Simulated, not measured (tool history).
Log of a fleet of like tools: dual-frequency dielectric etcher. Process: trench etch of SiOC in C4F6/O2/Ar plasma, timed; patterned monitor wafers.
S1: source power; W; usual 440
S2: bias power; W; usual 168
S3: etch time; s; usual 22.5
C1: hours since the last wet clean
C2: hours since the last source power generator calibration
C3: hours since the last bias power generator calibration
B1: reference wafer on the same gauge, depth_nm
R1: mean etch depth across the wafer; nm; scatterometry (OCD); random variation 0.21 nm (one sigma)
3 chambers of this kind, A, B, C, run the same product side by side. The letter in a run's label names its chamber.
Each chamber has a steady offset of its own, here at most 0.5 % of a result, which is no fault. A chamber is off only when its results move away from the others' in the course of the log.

run 1B hour=9.9 | S1=440 S2=168 S3=22.5 | C1=247.9 C2=1490.0 C3=1749.0 | B1=43.591 | R1=46.985
run 2A hour=21.1 | S1=440 S2=168 S3=22.5 | C1=330.2 C2=483.2 C3=1841.3 | B1=43.558 | R1=47.249
run 3C hour=31.0 | S1=440 S2=168 S3=22.5 | C1=223.5 C2=1585.9 C3=5130.1 | B1=43.590 | R1=47.837
run 4A hour=40.0 | S1=440 S2=168 S3=22.5 | C1=349.1 C2=502.1 C3=1860.2 | B1=43.596 | R1=47.132
run 5C hour=50.1 | S1=440 S2=168 S3=22.5 | C1=242.6 C2=1605.0 C3=5149.2 | B1=43.622 | R1=47.471
-- hour=53.7 chamber B: bias power generator calibrated
run 6B hour=62.5 | S1=440 S2=168 S3=22.5 | C1=300.5 C2=1542.6 C3=8.9 | B1=43.619 | R1=47.065
-- hour=68.7 chamber A: wet clean of the chamber
run 7A hour=69.9 | S1=440 S2=168 S3=22.5 | C1=1.2 C2=532.0 C3=1890.1 | B1=43.571 | R1=47.376
run 8C hour=76.3 | S1=440 S2=168 S3=22.5 | C1=268.8 C2=1631.2 C3=5175.4 | B1=43.562 | R1=47.485
run 9B hour=90.3 | S1=440 S2=129 S3=27.0 | C1=328.3 C2=1570.4 C3=36.7 | B1=43.645 | R1=52.023
run 10B hour=99.1 | S1=440 S2=129 S3=27.0 | C1=337.1 C2=1579.2 C3=45.5 | B1=43.630 | R1=52.685
run 11C hour=106.7 | S1=440 S2=129 S3=27.0 | C1=299.2 C2=1661.6 C3=5205.8 | B1=43.608 | R1=52.633
run 12A hour=117.5 | S1=440 S2=168 S3=22.5 | C1=48.8 C2=579.6 C3=1937.7 | B1=43.624 | R1=47.455
run 13B hour=126.1 | S1=440 S2=168 S3=22.5 | C1=364.1 C2=1606.2 C3=72.5 | B1=43.604 | R1=47.063
run 14C hour=134.2 | S1=440 S2=168 S3=22.5 | C1=326.7 C2=1689.1 C3=5233.3 | B1=43.575 | R1=46.733
run 15A hour=142.1 | S1=440 S2=168 S3=22.5 | C1=73.4 C2=604.2 C3=1962.3 | B1=43.557 | R1=47.229
run 16B hour=155.9 | S1=440 S2=168 S3=22.5 | C1=393.9 C2=1636.0 C3=102.3 | B1=43.545 | R1=46.826
run 17A hour=163.4 | S1=440 S2=168 S3=22.5 | C1=94.7 C2=625.5 C3=1983.6 | B1=43.526 | R1=47.208
-- hour=171.5 chamber C: bias power generator calibrated
run 18C hour=172.5 | S1=510 S2=168 S3=19.5 | C1=365.0 C2=1727.4 C3=1.1 | B1=43.619 | R1=43.182
run 19A hour=179.1 | S1=510 S2=168 S3=19.5 | C1=110.4 C2=641.2 C3=1999.3 | B1=43.647 | R1=43.558
run 20B hour=193.1 | S1=510 S2=168 S3=19.5 | C1=431.1 C2=1673.2 C3=139.5 | B1=43.599 | R1=43.763
run 21C hour=203.5 | S1=440 S2=168 S3=22.5 | C1=396.0 C2=1758.4 C3=32.1 | B1=43.636 | R1=46.133
run 22A hour=214.6 | S1=440 S2=168 S3=19.0 | C1=145.9 C2=676.7 C3=2034.8 | B1=43.614 | R1=40.089

Is one chamber off against the others, does the gauge drift, or is nothing wrong? If a chamber is off, say which, and what the likeliest cause is.

Chamber C drifts away from the others.
Cause: etch rate under this chamber's usual, % = 3.37.

Here are 4 candidates for chamber C's next run, each the usual settings with a change, their results left as question marks. Which one brings its results back in line with what the others give on the usual settings?
In line means no further than this from the other chambers' mean on the usual settings: R1 0.720 nm
run 23C-1 hour=224.7 | S1=440 S2=168 S3=23.0 | R1=?
run 23C-2 hour=224.7 | S1=440 S2=168 S3=22.0 | R1=?
run 23C-3 hour=224.7 | S1=440 S2=168 S3=21.5 | R1=?
run 23C-4 hour=224.7 | S1=500 S2=168 S3=22.5 | R1=?

The other chambers' mean on the usual settings: R1 47.188 nm
run=23C-1 R1=47.203
run=23C-2 R1=45.151
run=23C-3 R1=44.125
run=23C-4 R1=48.554
23C-1 brings the chamber back in line.

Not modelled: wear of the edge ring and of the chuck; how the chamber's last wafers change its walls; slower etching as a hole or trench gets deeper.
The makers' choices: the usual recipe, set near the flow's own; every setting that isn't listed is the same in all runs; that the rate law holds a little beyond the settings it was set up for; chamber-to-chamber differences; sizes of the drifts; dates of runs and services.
